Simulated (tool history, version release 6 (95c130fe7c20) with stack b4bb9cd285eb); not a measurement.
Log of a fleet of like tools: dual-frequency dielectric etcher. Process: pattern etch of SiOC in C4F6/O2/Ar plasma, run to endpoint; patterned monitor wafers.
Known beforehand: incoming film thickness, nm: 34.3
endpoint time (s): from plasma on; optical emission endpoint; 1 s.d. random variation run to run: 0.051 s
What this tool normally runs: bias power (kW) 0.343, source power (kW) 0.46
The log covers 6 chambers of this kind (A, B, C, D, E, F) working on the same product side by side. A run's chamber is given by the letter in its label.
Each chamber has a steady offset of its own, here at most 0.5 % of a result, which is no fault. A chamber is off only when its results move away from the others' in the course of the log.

-- hour=4.3 chamber F: wet clean of the chamber
run 1A hour=6.9 | bias_power_(kW)=0.343 source_power_(kW)=0.46 | endpoint_time_(s)=12.549
run 2B hour=13.4 | bias_power_(kW)=0.343 source_power_(kW)=0.46 | endpoint_time_(s)=12.612
run 3D hour=23.3 | bias_power_(kW)=0.343 source_power_(kW)=0.46 | endpoint_time_(s)=12.574
run 4E hour=32.4 | bias_power_(kW)=0.343 source_power_(kW)=0.46 | endpoint_time_(s)=12.531
run 5F hour=38 | bias_power_(kW)=0.343 source_power_(kW)=0.46 | endpoint_time_(s)=12.58
run 6C hour=44.5 | bias_power_(kW)=0.343 source_power_(kW)=0.46 | endpoint_time_(s)=12.483
run 7A hour=49.7 | bias_power_(kW)=0.42 source_power_(kW)=0.51 | endpoint_time_(s)=11.235
run 8E hour=55.9 | bias_power_(kW)=0.42 source_power_(kW)=0.51 | endpoint_time_(s)=11.223
run 9F hour=65.9 | bias_power_(kW)=0.42 source_power_(kW)=0.51 | endpoint_time_(s)=11.308
run 10C hour=72 | bias_power_(kW)=0.42 source_power_(kW)=0.51 | endpoint_time_(s)=11.219
run 11D hour=77.6 | bias_power_(kW)=0.42 source_power_(kW)=0.51 | endpoint_time_(s)=11.262
run 12B hour=84.1 | bias_power_(kW)=0.42 source_power_(kW)=0.51 | endpoint_time_(s)=11.341
run 13B hour=91.4 | bias_power_(kW)=0.374 source_power_(kW)=0.46 | endpoint_time_(s)=12.286
run 14F hour=99.3 | bias_power_(kW)=0.374 source_power_(kW)=0.46 | endpoint_time_(s)=12.191
run 15D hour=107.9 | bias_power_(kW)=0.374 source_power_(kW)=0.46 | endpoint_time_(s)=12.223
run 16A hour=115.4 | bias_power_(kW)=0.374 source_power_(kW)=0.46 | endpoint_time_(s)=12.155
run 17E hour=121.5 | bias_power_(kW)=0.374 source_power_(kW)=0.46 | endpoint_time_(s)=11.956
run 18C hour=126.2 | bias_power_(kW)=0.374 source_power_(kW)=0.46 | endpoint_time_(s)=12.18
run 19E hour=132.6 | bias_power_(kW)=0.343 source_power_(kW)=0.46 | endpoint_time_(s)=12.267
run 20D hour=140.9 | bias_power_(kW)=0.343 source_power_(kW)=0.46 | endpoint_time_(s)=12.543
run 21F hour=150 | bias_power_(kW)=0.412 source_power_(kW)=0.4 | endpoint_time_(s)=12.368
run 22B hour=154.5 | bias_power_(kW)=0.412 source_power_(kW)=0.4 | endpoint_time_(s)=12.411
run 23C hour=161.3 | bias_power_(kW)=0.412 source_power_(kW)=0.4 | endpoint_time_(s)=12.332
run 24A hour=171.3 | bias_power_(kW)=0.412 source_power_(kW)=0.4 | endpoint_time_(s)=12.279
run 25B hour=176.7 | bias_power_(kW)=0.412 source_power_(kW)=0.4 | endpoint_time_(s)=12.48
run 26C hour=182.2 | bias_power_(kW)=0.412 source_power_(kW)=0.4 | endpoint_time_(s)=12.333
run 27D hour=191.1 | bias_power_(kW)=0.343 source_power_(kW)=0.46 | endpoint_time_(s)=12.613
run 28F hour=197.6 | bias_power_(kW)=0.343 source_power_(kW)=0.46 | endpoint_time_(s)=12.484
run 29E hour=203.6 | bias_power_(kW)=0.343 source_power_(kW)=0.46 | endpoint_time_(s)=12.179
run 30A hour=210 | bias_power_(kW)=0.343 source_power_(kW)=0.46 | endpoint_time_(s)=12.527
-- hour=214.4 chamber D: wet clean of the chamber
run 31E hour=217 | bias_power_(kW)=0.343 source_power_(kW)=0.46 | endpoint_time_(s)=12.152
run 32C hour=226.4 | bias_power_(kW)=0.387 source_power_(kW)=0.37 | endpoint_time_(s)=13.096
run 33A hour=232.8 | bias_power_(kW)=0.387 source_power_(kW)=0.37 | endpoint_time_(s)=13.06
run 34F hour=241.3 | bias_power_(kW)=0.387 source_power_(kW)=0.37 | endpoint_time_(s)=13.08
run 35B hour=250.2 | bias_power_(kW)=0.387 source_power_(kW)=0.37 | endpoint_time_(s)=13.127
run 36D hour=259.1 | bias_power_(kW)=0.387 source_power_(kW)=0.37 | endpoint_time_(s)=13.12
run 37E hour=264.7 | bias_power_(kW)=0.387 source_power_(kW)=0.37 | endpoint_time_(s)=12.427
run 38F hour=272.3 | bias_power_(kW)=0.343 source_power_(kW)=0.46 | endpoint_time_(s)=12.588
run 39A hour=277.5 | bias_power_(kW)=0.397 source_power_(kW)=0.46 | endpoint_time_(s)=11.836
run 40C hour=286.1 | bias_power_(kW)=0.397 source_power_(kW)=0.46 | endpoint_time_(s)=11.885

Read the log: is a single chamber off, either drifting away or since a service, is the gauge that measures every chamber drifting, or is nothing wrong beyond small per-chamber offsets? Name any odd chamber and what most likely caused it.

One chamber, E, drifts off from the rest bit by bit.
Cause: etch rate over this chamber's usual, % = 5.41.

Below are 4 candidate recipes for chamber E's next run, each the usual settings with a change, their results shown as question marks. Which of them brings E's results back in line with what the other chambers give on the usual settings?
In line means no further than this from the other chambers' mean on the usual settings: endpoint time (s) 0.18
run 41E-1 hour=293.3 | bias_power_(kW)=0.343 source_power_(kW)=0.53 | endpoint_time_(s)=?
run 41E-2 hour=293.3 | bias_power_(kW)=0.29 source_power_(kW)=0.46 | endpoint_time_(s)=?
run 41E-3 hour=293.3 | bias_power_(kW)=0.335 source_power_(kW)=0.45 | endpoint_time_(s)=?
run 41E-4 hour=293.3 | bias_power_(kW)=0.351 source_power_(kW)=0.47 | endpoint_time_(s)=?

On the usual settings, the other chambers give on average: endpoint time (s) 12.56
run=41E-1 endpoint_time_(s)=11.312
run=41E-2 endpoint_time_(s)=12.623
run=41E-3 endpoint_time_(s)=12.121
run=41E-4 endpoint_time_(s)=11.736
41E-2 is the one that brings the chamber's results back in line with the other chambers.

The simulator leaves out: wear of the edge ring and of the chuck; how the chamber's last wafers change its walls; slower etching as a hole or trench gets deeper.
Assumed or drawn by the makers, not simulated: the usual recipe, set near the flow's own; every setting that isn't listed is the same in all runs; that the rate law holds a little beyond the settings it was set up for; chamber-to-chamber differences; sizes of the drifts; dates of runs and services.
